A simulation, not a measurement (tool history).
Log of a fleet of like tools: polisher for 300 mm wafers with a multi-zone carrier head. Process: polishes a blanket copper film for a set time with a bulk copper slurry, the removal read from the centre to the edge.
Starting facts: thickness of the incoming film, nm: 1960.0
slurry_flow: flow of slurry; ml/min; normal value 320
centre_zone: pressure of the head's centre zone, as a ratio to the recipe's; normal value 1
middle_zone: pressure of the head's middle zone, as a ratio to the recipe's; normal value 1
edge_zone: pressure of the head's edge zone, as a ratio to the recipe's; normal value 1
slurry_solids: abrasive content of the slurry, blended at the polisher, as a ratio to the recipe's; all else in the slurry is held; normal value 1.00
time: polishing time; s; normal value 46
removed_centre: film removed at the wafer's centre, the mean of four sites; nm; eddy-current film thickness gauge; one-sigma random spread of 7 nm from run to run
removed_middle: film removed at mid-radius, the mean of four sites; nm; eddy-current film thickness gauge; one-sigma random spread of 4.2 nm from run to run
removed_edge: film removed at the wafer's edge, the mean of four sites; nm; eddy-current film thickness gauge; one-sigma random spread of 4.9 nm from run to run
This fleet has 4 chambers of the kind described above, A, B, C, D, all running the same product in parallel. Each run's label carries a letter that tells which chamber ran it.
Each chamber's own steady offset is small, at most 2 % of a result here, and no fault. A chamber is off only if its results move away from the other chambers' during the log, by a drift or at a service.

run   hour  slurry_flow  centre_zone  middle_zone  edge_zone  slurry_solids  time  removed_centre  removed_middle  removed_edge
 1B   10.7          320            1            1          1           1.00    46          573.36          567.32        572.87
 2D   22.8          320            1            1          1           1.00    46          579.96          578.30        571.50
      29.2  -- chamber A: edge zone pressure recalibrated
 3A   31.4          320            1            1          1           1.00    46          573.48          576.90        578.94
      33.6  -- chamber B: worn pad replaced by a new one
 4C   40.6          320            1            1          1           1.00    46          586.40          565.16        570.00
      43.0  -- chamber C: slurry nozzle cleaned
 5B   47.6          320            1            1          1           1.00    46          565.28          575.28        581.78
      56.4  -- chamber C: worn pad replaced by a new one
 6D   56.5          320            1            1          1           1.00    46          574.26          569.84        573.56
      59.2  -- chamber A: worn pad replaced by a new one
 7C   70.7          320            1            1          1           1.00    46          580.54          572.23        570.29
      78.3  -- chamber D: worn pad replaced by a new one
 8A   81.3          320            1            1          1           1.00    46          571.63          570.84        579.96
 9A   90.1          320            1            1          1           1.00    46          584.67          572.25        579.15
10C   96.8          320            1            1          1           1.00    46          580.81          573.33        571.98
      99.7  -- chamber B: worn pad replaced by a new one
11D  109.2          320            1            1          1           1.00    46          567.95          571.65        573.15
12B  123.2          320            1            1          1           1.00    46          571.68          568.31        583.68
13D  134.7          320            1            1          1           1.00    46          581.31          574.94        578.17
     135.4  -- chamber C: worn pad replaced by a new one
14B  142.6          320            1            1          1           1.25    46          594.99          607.09        608.55
15A  152.5          320            1            1          1           1.25    46          613.14          605.90        609.15
     157.0  -- chamber B: worn pad replaced by a new one
     157.6  -- chamber A: worn pad replaced by a new one
     159.3  -- chamber D: worn pad replaced by a new one
16C  162.5          320            1            1          1           1.25    46          615.15          601.47        604.87
17D  174.4          320            1            1          1           1.25    46          623.79          596.72        599.79
     181.0  -- chamber D: slurry nozzle cleaned
18A  181.8          320            1            1          1           1.00    46          572.58          582.48        578.47
19B  191.1          320            1            1          1           1.00    46          566.10          576.76        578.05
20C  198.2          320            1            1          1           1.00    46          589.98          581.37        571.74
21A  211.7          320            1            1          1           1.00    46          575.34          574.81        580.42
     221.1  -- chamber B: worn pad replaced by a new one
22B  221.9          320            1            1          1           1.00    46          576.46          579.87        576.77
     225.8  -- chamber C: worn pad replaced by a new one
23D  228.4          320            1            1          1           1.00    46          611.62          589.12        582.45
24C  238.3          320            1            1          1           1.00    46          591.57          577.72        575.30
25A  245.8          320            1            1          1           1.00    46          581.86          578.14        584.62
     248.7  -- chamber D: worn pad replaced by a new one
     254.7  -- chamber A: worn pad replaced by a new one
26B  256.0          320            1            1          1           1.00    46          569.46          576.01        575.07
27C  265.2          320            1            1          1           1.00    46          583.60          571.88        573.37
28D  271.8          320            1            1          1           1.00    46          631.88          576.10        581.24
29B  281.1          320            1            1          1           1.00    46          570.36          567.09        580.61
30C  292.5          320            1            1          1           1.00    46          584.52          573.09        573.93
31D  301.0          320            1            1          1           1.00    46          612.39          578.03        581.67
     305.3  -- chamber C: worn pad replaced by a new one
32A  308.8          320            1            1          1           1.00    46          565.34          584.28        576.99
     318.2  -- chamber A: centre zone pressure recalibrated
33A  320.7          320            1            1          1           1.00    46          588.51          580.62        585.12
34C  333.7          320            1            1          1           1.00    46          572.94          574.40        573.08

Next, every chamber runs the same settings. What will each give?
35A  343.9          320            1            1          1           1.00    34               ?               ?             ?
35B  343.9          320            1            1          1           1.00    34               ?               ?             ?
35C  343.9          320            1            1          1           1.00    34               ?               ?             ?
35D  343.9          320            1            1          1           1.00    34               ?               ?             ?

run  removed_centre  removed_middle  removed_edge
35A          423.59          428.24        430.48
35B          407.20          410.66        409.59
35C          426.39          421.93        425.36
35D          470.51          426.16        426.98
